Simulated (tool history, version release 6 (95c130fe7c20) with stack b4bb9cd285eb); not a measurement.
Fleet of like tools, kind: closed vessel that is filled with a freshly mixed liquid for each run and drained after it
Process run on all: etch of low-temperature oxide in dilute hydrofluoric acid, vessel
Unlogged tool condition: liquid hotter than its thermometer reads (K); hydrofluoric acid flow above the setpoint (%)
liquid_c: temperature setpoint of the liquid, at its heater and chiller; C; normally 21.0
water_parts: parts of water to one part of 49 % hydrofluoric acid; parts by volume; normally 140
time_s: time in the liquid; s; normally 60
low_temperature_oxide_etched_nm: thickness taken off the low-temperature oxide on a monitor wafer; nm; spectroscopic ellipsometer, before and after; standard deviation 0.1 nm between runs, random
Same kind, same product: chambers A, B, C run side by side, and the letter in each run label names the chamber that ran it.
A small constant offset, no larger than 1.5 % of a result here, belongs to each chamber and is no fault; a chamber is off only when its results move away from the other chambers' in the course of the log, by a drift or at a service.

run   hour  liquid_c  water_parts  time_s  hours since the thermometer was replaced  hours since the hydrofluoric acid flow meter was replaced  read-back film thickness of the low-temperature oxide reference wafer, read on the same gauge (nm)  low_temperature_oxide_etched_nm
 1A    6.3      21.0          140      60                                    1302.4                                                      639.8                                                                                              29.949                           12.727
      16.0  -- chamber A: hydrofluoric acid flow meter replaced
 2C   16.1      21.0          140      60                                     872.5                                                      249.3                                                                                              29.988                           12.623
 3B   23.2      21.0          140      60                                    1031.1                                                       50.7                                                                                              29.927                           12.967
 4C   33.8      21.0          140      60                                     890.2                                                      267.0                                                                                              30.011                           12.632
 5B   40.6      21.0          140      60                                    1048.5                                                       68.1                                                                                              30.003                           12.755
 6A   52.2      21.0          140      60                                    1348.3                                                       36.3                                                                                              30.011                           12.909
 7C   60.9      21.0          140      80                                     917.3                                                      294.1                                                                                              30.044                           16.848
 8B   72.7      21.0          140      80                                    1080.6                                                      100.2                                                                                              29.992                           17.099
 9A   84.5      21.0          140      80                                    1380.6                                                       68.6                                                                                              30.028                           17.067
10B   94.5      21.0          140      60                                    1102.4                                                      122.0                                                                                              29.976                           12.986
11C  105.9      21.0          140      60                                     962.3                                                      339.1                                                                                              29.981                           12.626
12A  114.7      21.0          140      60                                    1410.8                                                       98.8                                                                                              29.982                           12.835
13B  122.7      21.0          140      60                                    1130.6                                                      150.2                                                                                              29.990                           12.966
14A  133.2      21.0          140      60                                    1429.3                                                      117.3                                                                                              30.013                           12.825
15C  139.5      21.0          140      60                                     995.9                                                      372.7                                                                                              29.958                           12.648
16A  145.7      21.0          140      60                                    1441.8                                                      129.8                                                                                              29.999                           12.908
17C  151.0      21.0          140      60                                    1007.4                                                      384.2                                                                                              29.983                           12.669
18B  160.1      21.0          140      60                                    1168.0                                                      187.6                                                                                              30.038                           12.883
19A  167.4      21.0          140      60                                    1463.5                                                      151.5                                                                                              30.062                           12.810
20B  177.9      23.0          140      60                                    1185.8                                                      205.4                                                                                              29.981                           13.991
21C  186.6      23.0          140      60                                    1043.0                                                      419.8                                                                                              29.996                           13.862
22A  192.0      23.0          140      60                                    1488.1                                                      176.1                                                                                              30.030                           13.698
23B  200.1      21.0          140      60                                    1208.0                                                      227.6                                                                                              30.036                           12.630
     200.6  -- chamber C: thermometer replaced
24C  205.4      21.0          140      60                                       4.8                                                      438.6                                                                                              29.982                           12.588
25A  215.3      21.0          140      60                                    1511.4                                                      199.4                                                                                              30.011                           12.798
26B  221.6      17.0          140      90                                    1229.5                                                      249.1                                                                                              30.068                           16.438
27C  227.8      17.0          140      90                                      27.2                                                      461.0                                                                                              29.992                           16.332
28B  235.7      17.0          140      90                                    1243.6                                                      263.2                                                                                              29.980                           16.248
29A  246.4      21.0          140      60                                    1542.5                                                      230.5                                                                                              29.959                           12.920
30C  255.1      21.0          140      60                                      54.5                                                      488.3                                                                                              29.967                           12.600
31B  266.8      21.0          140      60                                    1274.7                                                      294.3                                                                                              29.955                           12.830
32A  274.8      21.0          140      60                                    1570.9                                                      258.9                                                                                              30.007                           12.744
33C  286.6      21.0          140      60                                      86.0                                                      519.8                                                                                              30.015                           12.549
34A  297.5      21.0          140      60                                    1593.6                                                      281.6                                                                                              30.022                           12.837
35C  306.7      21.0          140      60                                     106.1                                                      539.9                                                                                              30.005                           12.492
36B  317.4      21.0          140      60                                    1325.3                                                      344.9                                                                                              29.952                           12.698
37B  324.1      21.0          140      60                                    1332.0                                                      351.6                                                                                              30.029                           12.755
38C  334.6      21.0          140      60                                     134.0                                                      567.8                                                                                              29.996                           12.631
39A  343.6      21.0          140      60                                    1639.7                                                      327.7                                                                                              30.019                           12.746
40C  353.9      21.0          140      60                                     153.3                                                      587.1                                                                                              29.998                           12.603

Is one chamber off against the others, does the gauge drift, or is nothing wrong? If a chamber is off, say which, and what the likeliest cause is.

All chambers stay in line apart from their small fixed offsets, and the gauge does not drift.
